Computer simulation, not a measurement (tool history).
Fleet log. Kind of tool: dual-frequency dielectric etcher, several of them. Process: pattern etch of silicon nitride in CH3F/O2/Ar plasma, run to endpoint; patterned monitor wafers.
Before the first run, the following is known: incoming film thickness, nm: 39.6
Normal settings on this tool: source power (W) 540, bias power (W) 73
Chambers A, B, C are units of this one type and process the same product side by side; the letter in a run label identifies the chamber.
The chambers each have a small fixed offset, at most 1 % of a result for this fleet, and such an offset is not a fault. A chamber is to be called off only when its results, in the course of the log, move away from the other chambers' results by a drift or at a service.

run	day	source power (W)	bias power (W)	hours since the last wet clean	hours since the last source power generator calibration	hours since the last bias power generator calibration	endpoint time (s)
1A	0.317	540	73	211.6	1796.3	2446.5	51.38
2C	0.508	540	73	33.4	4476.9	135.5	50.749
3B	0.65	540	73	246.3	1473.7	28	50.398
4B	0.908	540	73	252.5	1479.9	34.2	50.343
5C	1.171	540	73	49.3	4492.8	151.4	51.558
6A	1.396	540	73	237.5	1822.2	2472.4	51.466
7C	1.688	540	73	61.7	4505.2	163.8	50.318
8B	1.958	540	73	277.7	1505.1	59.4	50.673
9A	2.246	590	61	257.9	1842.6	2492.8	51.682
10C	2.412	590	61	79.1	4522.6	181.2	52.405
11B	2.688	590	61	295.2	1522.6	76.9	51.72
12A	2.883	540	73	273.2	1857.9	2508.1	50.726
13A	3.158	540	73	279.8	1864.5	2514.7	51.467
14C	3.329	540	73	101.1	4544.6	203.2	50.646
15B	3.525	540	73	315.3	1542.7	97	50.028
16C	3.804	540	73	112.5	4556	214.6	50.94
17A	4.1	540	82	302.4	1887.1	2537.3	49.803
18B	4.238	540	82	332.4	1559.8	114.1	49.309
19B	4.429	540	82	337	1564.4	118.7	48.743
20A	4.7	540	73	316.8	1901.5	2551.7	51.79
21C	4.979	540	73	140.7	4584.2	242.8	50.748
22B	5.133	540	73	353.9	1581.3	135.6	50.208
23A	5.446	540	73	334.7	1919.4	2569.6	52.24
24C	5.679	540	73	157.5	4601	259.6	50.357
25B	5.908	540	73	372.5	1599.9	154.2	50.46
26C	6.192	540	73	169.8	4613.3	271.9	51.099
27A	6.442	540	73	358.6	1943.3	2593.5	53.408
28C	6.742	590	59	183	4626.5	285.1	52.51
29A	6.888	590	59	369.3	1954	2604.2	54.416
30B	7.104	590	59	401.2	1628.6	182.9	53.226
31B	7.4	540	73	408.3	1635.7	190	50.356
32A	7.554	540	73	385.3	1970	2620.2	52.84
33C	7.746	540	73	207.1	4650.6	309.2	51.612
# day 7.842: chamber B: wet clean of the chamber
34C	8.021	540	73	213.7	4657.2	315.8	50.976
35A	8.233	540	73	401.6	1986.3	2636.5	53.361
36B	8.412	540	73	13.7	1660	214.3	50.688

All chambers now run identical settings, listed one chamber a line with results as question marks. What results will each chamber show?
37A	8.642	540	73				?
37B	8.642	540	73				?
37C	8.642	540	73				?

run	endpoint time (s)
37A	53.358
37B	49.851
37C	51.182
